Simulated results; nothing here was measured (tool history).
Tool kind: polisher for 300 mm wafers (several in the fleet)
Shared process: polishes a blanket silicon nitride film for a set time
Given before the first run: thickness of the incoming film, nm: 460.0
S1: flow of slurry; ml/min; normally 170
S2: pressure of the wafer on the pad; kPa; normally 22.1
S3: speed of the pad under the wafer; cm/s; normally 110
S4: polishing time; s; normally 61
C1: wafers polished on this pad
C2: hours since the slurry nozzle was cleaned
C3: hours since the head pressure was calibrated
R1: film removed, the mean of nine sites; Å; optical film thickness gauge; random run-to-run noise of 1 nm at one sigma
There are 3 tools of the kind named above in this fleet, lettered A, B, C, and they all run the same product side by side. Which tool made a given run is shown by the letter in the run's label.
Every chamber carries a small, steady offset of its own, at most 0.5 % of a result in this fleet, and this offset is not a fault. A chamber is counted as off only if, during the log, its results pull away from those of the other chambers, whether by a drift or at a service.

run	hour	S1	S2	S3	S4	C1	C2	C3	R1
# hour 4.1: chamber A: worn pad replaced by a new one
1B	5.9	170	22.1	110	61	463	122.4	336.8	1256.8
2C	15	170	22.1	110	61	431	418.6	1020.1	1248.6
3A	20.1	170	22.1	110	61	235	146.1	342.6	1263.4
4C	25.6	170	22.1	110	61	586	429.2	1030.7	1252.4
# hour 26.3: chamber B: worn pad replaced by a new one
5A	29.8	170	22.1	110	61	377	155.8	352.3	1255.2
6B	35.3	170	22.1	110	61	133	151.8	366.2	1254.1
7A	41	170	22.1	110	61	542	167	363.5	1271.4
# hour 41.7: chamber C: head pressure recalibrated
# hour 48: chamber C: worn pad replaced by a new one
8C	49.9	170	22.1	110	61	28	453.5	8.2	1254.9
9B	55.8	170	22.1	110	61	433	172.3	386.7	1248.1
# hour 60.4: chamber A: worn pad replaced by a new one
10A	61.9	205	16.5	110	61	22	187.9	384.4	972.34
11B	70.8	205	16.5	110	61	653	187.3	401.7	964.73
# hour 75.2: chamber B: worn pad replaced by a new one
12C	79.8	205	16.5	110	61	466	483.4	38.1	956.85
13A	85.6	170	22.1	110	61	369	211.6	408.1	1231.4
14C	92.4	170	22.1	110	61	650	496	50.7	1235.6
# hour 99: chamber C: worn pad replaced by a new one
15B	101.7	170	22.1	110	61	389	218.2	432.6	1256.7
16C	109.8	170	22.1	110	61	158	513.4	68.1	1278.5
# hour 116.1: chamber A: worn pad replaced by a new one
17B	118.5	170	22.1	110	61	635	235	449.4	1247.3
18A	126	170	29	110	61	146	252	448.5	1638.8
19B	132.9	170	29	110	61	846	249.4	463.8	1650
# hour 133.3: chamber B: worn pad replaced by a new one
20C	141	170	29	110	61	615	544.6	99.3	1625.7
21A	148.6	170	22.1	110	61	477	274.6	471.1	1229.2
# hour 148.8: chamber C: worn pad replaced by a new one
22A	152.8	170	22.1	110	61	538	278.8	475.3	1230.7
23C	159.7	170	22.1	110	61	160	563.3	118	1265.2
# hour 166.6: chamber C: slurry nozzle cleaned
24B	168.7	170	22.1	110	61	519	285.2	499.6	1253.1
25B	174.5	170	22.1	110	61	604	291	505.4	1273.2
# hour 174.9: chamber A: worn pad replaced by a new one
# hour 179: chamber B: worn pad replaced by a new one
26A	183.3	170	22.1	110	61	123	309.3	505.8	1244.8
27C	188.3	170	22.1	110	61	579	21.8	146.6	1251.6
28A	193.4	170	22.1	110	61	271	319.4	515.9	1232.5
29C	201.1	170	22.1	110	61	766	34.6	159.4	1268.2
# hour 202.9: chamber C: worn pad replaced by a new one
30B	209.3	170	22.1	110	61	444	325.8	540.2	1258.9
31B	215.5	170	22.1	110	61	535	332	546.4	1242.1
# hour 220.3: chamber A: worn pad replaced by a new one
32C	224.5	170	22.1	110	61	316	58	182.8	1240.9
# hour 227.1: chamber B: worn pad replaced by a new one
33A	231.9	170	22.1	110	61	171	357.9	554.4	1213
34B	238.3	170	22.1	110	61	164	354.8	569.2	1270.1
35A	243.9	170	22.1	110	61	347	369.9	566.4	1193.2
36C	249.7	170	22.1	110	61	685	83.2	208	1266.9
# hour 254.7: chamber C: worn pad replaced by a new one
37C	258	170	22.1	110	61	49	91.5	216.3	1246.8

Has any chamber moved away from the others, gradually or after a service, or does the common gauge drift, or do the chambers differ only by their own small steady offsets? State the chamber and the most likely cause if one applies.

Chamber A drifts away from the others.
Likeliest cause: slurry flow missing at the pad, % = 22.8.
From this log alone, it may not be told apart from: head's pressure below its setpoint, %.

Below are 4 candidate recipes for chamber A's next run, each the usual settings with a change, their results shown as question marks. Which of them brings A's results back in line with what the other chambers give on the usual settings?
To be in line, a result may differ from the other chambers' mean on the usual settings by at most: R1 35 Å
38A-1	264.7	170	22.8	112	61				?
38A-2	264.7	170	22.8	114	63				?
38A-3	264.7	170	21.4	106	59				?
38A-4	264.7	170	21.4	110	60				?

Average result of the remaining chambers running the usual settings: R1 1254.5 Å
run	R1
38A-1	1256.1
38A-2	1315.5
38A-3	1093.7
38A-4	1145.1
38A-1 puts the chamber back in line with the other chambers.
